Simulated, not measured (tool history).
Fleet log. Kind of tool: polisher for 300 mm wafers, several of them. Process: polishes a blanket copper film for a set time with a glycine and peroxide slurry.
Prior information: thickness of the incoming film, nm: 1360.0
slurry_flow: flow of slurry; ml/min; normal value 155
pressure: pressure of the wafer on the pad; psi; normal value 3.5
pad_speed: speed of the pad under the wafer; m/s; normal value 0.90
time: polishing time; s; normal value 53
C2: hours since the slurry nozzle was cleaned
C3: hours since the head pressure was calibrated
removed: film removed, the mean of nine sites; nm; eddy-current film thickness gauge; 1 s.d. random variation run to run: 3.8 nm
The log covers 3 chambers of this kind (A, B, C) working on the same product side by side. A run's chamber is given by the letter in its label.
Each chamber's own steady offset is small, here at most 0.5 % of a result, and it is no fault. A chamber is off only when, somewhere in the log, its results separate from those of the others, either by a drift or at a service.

{"run": "1B", "hour": 3.6, "slurry_flow": 155, "pressure": 3.5, "pad_speed": 0.9, "time": 53, "wafers polished on this pad": 470, "C2": 599.0, "C3": 643.0, "removed": 299.43}
{"run": "2C", "hour": 7.3, "slurry_flow": 155, "pressure": 3.5, "pad_speed": 0.9, "time": 53, "wafers polished on this pad": 518, "C2": 514.9, "C3": 427.3, "removed": 303.64}
{"run": "3A", "hour": 12.5, "slurry_flow": 155, "pressure": 3.5, "pad_speed": 0.9, "time": 53, "wafers polished on this pad": 619, "C2": 395.8, "C3": 177.4, "removed": 309.25}
{"run": "4A", "hour": 16.7, "slurry_flow": 155, "pressure": 3.5, "pad_speed": 0.9, "time": 53, "wafers polished on this pad": 654, "C2": 400.0, "C3": 181.6, "removed": 307.6}
{"hour": 18.3, "done": "chamber A: worn pad replaced by a new one"}
{"run": "5B", "hour": 22.4, "slurry_flow": 155, "pressure": 3.5, "pad_speed": 0.9, "time": 69, "wafers polished on this pad": 630, "C2": 617.8, "C3": 661.8, "removed": 392.6}
{"hour": 23.9, "done": "chamber C: worn pad replaced by a new one"}
{"run": "6C", "hour": 26.9, "slurry_flow": 155, "pressure": 3.5, "pad_speed": 0.9, "time": 69, "wafers polished on this pad": 25, "C2": 534.5, "C3": 446.9, "removed": 413.87}
{"hour": 33.5, "done": "chamber B: worn pad replaced by a new one"}
{"run": "7A", "hour": 33.5, "slurry_flow": 155, "pressure": 3.5, "pad_speed": 0.9, "time": 69, "wafers polished on this pad": 130, "C2": 416.8, "C3": 198.4, "removed": 397.82}
{"hour": 37.6, "done": "chamber B: slurry nozzle cleaned"}
{"run": "8B", "hour": 38.2, "slurry_flow": 155, "pressure": 3.5, "pad_speed": 0.9, "time": 53, "wafers polished on this pad": 40, "C2": 0.7, "C3": 677.6, "removed": 304.63}
{"run": "9C", "hour": 41.7, "slurry_flow": 155, "pressure": 3.5, "pad_speed": 0.9, "time": 53, "wafers polished on this pad": 151, "C2": 549.3, "C3": 461.7, "removed": 314.09}
{"run": "10A", "hour": 46.2, "slurry_flow": 155, "pressure": 3.5, "pad_speed": 0.9, "time": 53, "wafers polished on this pad": 238, "C2": 429.5, "C3": 211.1, "removed": 305.11}
{"run": "11C", "hour": 50.1, "slurry_flow": 155, "pressure": 3.5, "pad_speed": 1.08, "time": 41, "wafers polished on this pad": 222, "C2": 557.7, "C3": 470.1, "removed": 274.98}
{"run": "12B", "hour": 54.5, "slurry_flow": 155, "pressure": 3.5, "pad_speed": 1.08, "time": 41, "wafers polished on this pad": 179, "C2": 17.0, "C3": 693.9, "removed": 275.19}
{"hour": 54.8, "done": "chamber A: slurry nozzle cleaned"}
{"run": "13C", "hour": 57.8, "slurry_flow": 155, "pressure": 3.5, "pad_speed": 1.08, "time": 41, "wafers polished on this pad": 288, "C2": 565.4, "C3": 477.8, "removed": 277.14}
{"run": "14A", "hour": 64.1, "slurry_flow": 155, "pressure": 3.5, "pad_speed": 0.9, "time": 53, "wafers polished on this pad": 390, "C2": 9.4, "C3": 229.0, "removed": 302.86}
{"run": "15B", "hour": 68.5, "slurry_flow": 155, "pressure": 3.5, "pad_speed": 0.9, "time": 53, "wafers polished on this pad": 298, "C2": 31.0, "C3": 707.9, "removed": 309.76}
{"run": "16C", "hour": 74.0, "slurry_flow": 155, "pressure": 3.5, "pad_speed": 0.9, "time": 53, "wafers polished on this pad": 426, "C2": 581.6, "C3": 494.0, "removed": 311.75}
{"run": "17A", "hour": 78.6, "slurry_flow": 155, "pressure": 3.5, "pad_speed": 0.9, "time": 53, "wafers polished on this pad": 513, "C2": 23.9, "C3": 243.5, "removed": 307.13}
{"run": "18B", "hour": 82.6, "slurry_flow": 155, "pressure": 3.5, "pad_speed": 0.9, "time": 53, "wafers polished on this pad": 418, "C2": 45.1, "C3": 722.0, "removed": 306.46}
{"run": "19A", "hour": 86.3, "slurry_flow": 155, "pressure": 3.5, "pad_speed": 0.9, "time": 53, "wafers polished on this pad": 579, "C2": 31.6, "C3": 251.2, "removed": 304.37}
{"run": "20C", "hour": 89.9, "slurry_flow": 155, "pressure": 3.5, "pad_speed": 0.9, "time": 53, "wafers polished on this pad": 561, "C2": 597.5, "C3": 509.9, "removed": 307.98}
{"run": "21B", "hour": 96.2, "slurry_flow": 155, "pressure": 3.5, "pad_speed": 0.9, "time": 53, "wafers polished on this pad": 533, "C2": 58.7, "C3": 735.6, "removed": 313.86}
{"hour": 98.8, "done": "chamber A: worn pad replaced by a new one"}
{"run": "22C", "hour": 102.2, "slurry_flow": 155, "pressure": 3.5, "pad_speed": 0.9, "time": 53, "wafers polished on this pad": 666, "C2": 609.8, "C3": 522.2, "removed": 301.25}
{"hour": 102.7, "done": "chamber C: worn pad replaced by a new one"}
{"run": "23B", "hour": 105.3, "slurry_flow": 155, "pressure": 3.5, "pad_speed": 0.9, "time": 53, "wafers polished on this pad": 611, "C2": 67.8, "C3": 744.7, "removed": 304.34}
{"run": "24A", "hour": 110.5, "slurry_flow": 155, "pressure": 3.5, "pad_speed": 0.9, "time": 53, "wafers polished on this pad": 100, "C2": 55.8, "C3": 275.4, "removed": 310.72}
{"run": "25A", "hour": 114.2, "slurry_flow": 155, "pressure": 3.5, "pad_speed": 1.12, "time": 62, "wafers polished on this pad": 131, "C2": 59.5, "C3": 279.1, "removed": 432.76}
{"run": "26B", "hour": 118.6, "slurry_flow": 155, "pressure": 3.5, "pad_speed": 1.12, "time": 62, "wafers polished on this pad": 724, "C2": 81.1, "C3": 758.0, "removed": 430.65}
{"run": "27C", "hour": 122.6, "slurry_flow": 155, "pressure": 3.5, "pad_speed": 1.12, "time": 62, "wafers polished on this pad": 169, "C2": 630.2, "C3": 542.6, "removed": 431.36}
{"run": "28B", "hour": 128.4, "slurry_flow": 155, "pressure": 3.5, "pad_speed": 0.9, "time": 53, "wafers polished on this pad": 807, "C2": 90.9, "C3": 767.8, "removed": 311.66}
{"run": "29C", "hour": 132.7, "slurry_flow": 155, "pressure": 3.5, "pad_speed": 0.9, "time": 53, "wafers polished on this pad": 255, "C2": 640.3, "C3": 552.7, "removed": 310.91}
{"hour": 134.4, "done": "chamber B: worn pad replaced by a new one"}
{"run": "30A", "hour": 136.1, "slurry_flow": 155, "pressure": 3.5, "pad_speed": 0.9, "time": 53, "wafers polished on this pad": 317, "C2": 81.4, "C3": 301.0, "removed": 304.83}
{"run": "31A", "hour": 140.8, "slurry_flow": 155, "pressure": 3.5, "pad_speed": 0.9, "time": 53, "wafers polished on this pad": 357, "C2": 86.1, "C3": 305.7, "removed": 311.38}
{"run": "32C", "hour": 145.3, "slurry_flow": 155, "pressure": 3.5, "pad_speed": 0.9, "time": 53, "wafers polished on this pad": 362, "C2": 652.9, "C3": 565.3, "removed": 311.68}
{"run": "33B", "hour": 151.4, "slurry_flow": 155, "pressure": 2.9, "pad_speed": 0.9, "time": 67, "wafers polished on this pad": 145, "C2": 113.9, "C3": 790.8, "removed": 334.27}
{"run": "34B", "hour": 157.4, "slurry_flow": 155, "pressure": 2.9, "pad_speed": 0.9, "time": 67, "wafers polished on this pad": 196, "C2": 119.9, "C3": 796.8, "removed": 330.32}
{"run": "35A", "hour": 163.0, "slurry_flow": 155, "pressure": 2.9, "pad_speed": 0.9, "time": 67, "wafers polished on this pad": 546, "C2": 108.3, "C3": 327.9, "removed": 332.57}
{"hour": 166.9, "done": "chamber A: worn pad replaced by a new one"}
{"run": "36C", "hour": 167.8, "slurry_flow": 155, "pressure": 3.5, "pad_speed": 0.9, "time": 53, "wafers polished on this pad": 554, "C2": 675.4, "C3": 587.8, "removed": 307.06}
{"hour": 173.2, "done": "chamber C: worn pad replaced by a new one"}
{"run": "37A", "hour": 174.1, "slurry_flow": 155, "pressure": 3.5, "pad_speed": 0.9, "time": 53, "wafers polished on this pad": 61, "C2": 119.4, "C3": 339.0, "removed": 307.68}
{"run": "38C", "hour": 178.3, "slurry_flow": 155, "pressure": 3.5, "pad_speed": 0.9, "time": 53, "wafers polished on this pad": 43, "C2": 685.9, "C3": 598.3, "removed": 305.4}
{"run": "39B", "hour": 184.9, "slurry_flow": 155, "pressure": 3.5, "pad_speed": 0.9, "time": 53, "wafers polished on this pad": 430, "C2": 147.4, "C3": 824.3, "removed": 309.56}
{"run": "40C", "hour": 188.6, "slurry_flow": 155, "pressure": 3.5, "pad_speed": 0.9, "time": 59, "wafers polished on this pad": 131, "C2": 696.2, "C3": 608.6, "removed": 344.87}
{"run": "41A", "hour": 192.2, "slurry_flow": 155, "pressure": 3.5, "pad_speed": 0.9, "time": 59, "wafers polished on this pad": 215, "C2": 137.5, "C3": 357.1, "removed": 343.63}
{"run": "42B", "hour": 196.6, "slurry_flow": 155, "pressure": 3.5, "pad_speed": 0.9, "time": 59, "wafers polished on this pad": 529, "C2": 159.1, "C3": 836.0, "removed": 336.69}
{"run": "43C", "hour": 202.4, "slurry_flow": 155, "pressure": 4.4, "pad_speed": 0.9, "time": 53, "wafers polished on this pad": 248, "C2": 710.0, "C3": 622.4, "removed": 371.67}
{"run": "44A", "hour": 206.9, "slurry_flow": 155, "pressure": 4.4, "pad_speed": 0.9, "time": 53, "wafers polished on this pad": 340, "C2": 152.2, "C3": 371.8, "removed": 378.5}

Which is it: a chamber that has drifted or been left off by a service, a gauge drift common to all chambers, or only each chamber's usual small offset? If a chamber is off, name it and its likeliest cause.

The fleet is healthy, with each chamber sitting at its usual small offset and no drift in the gauge.
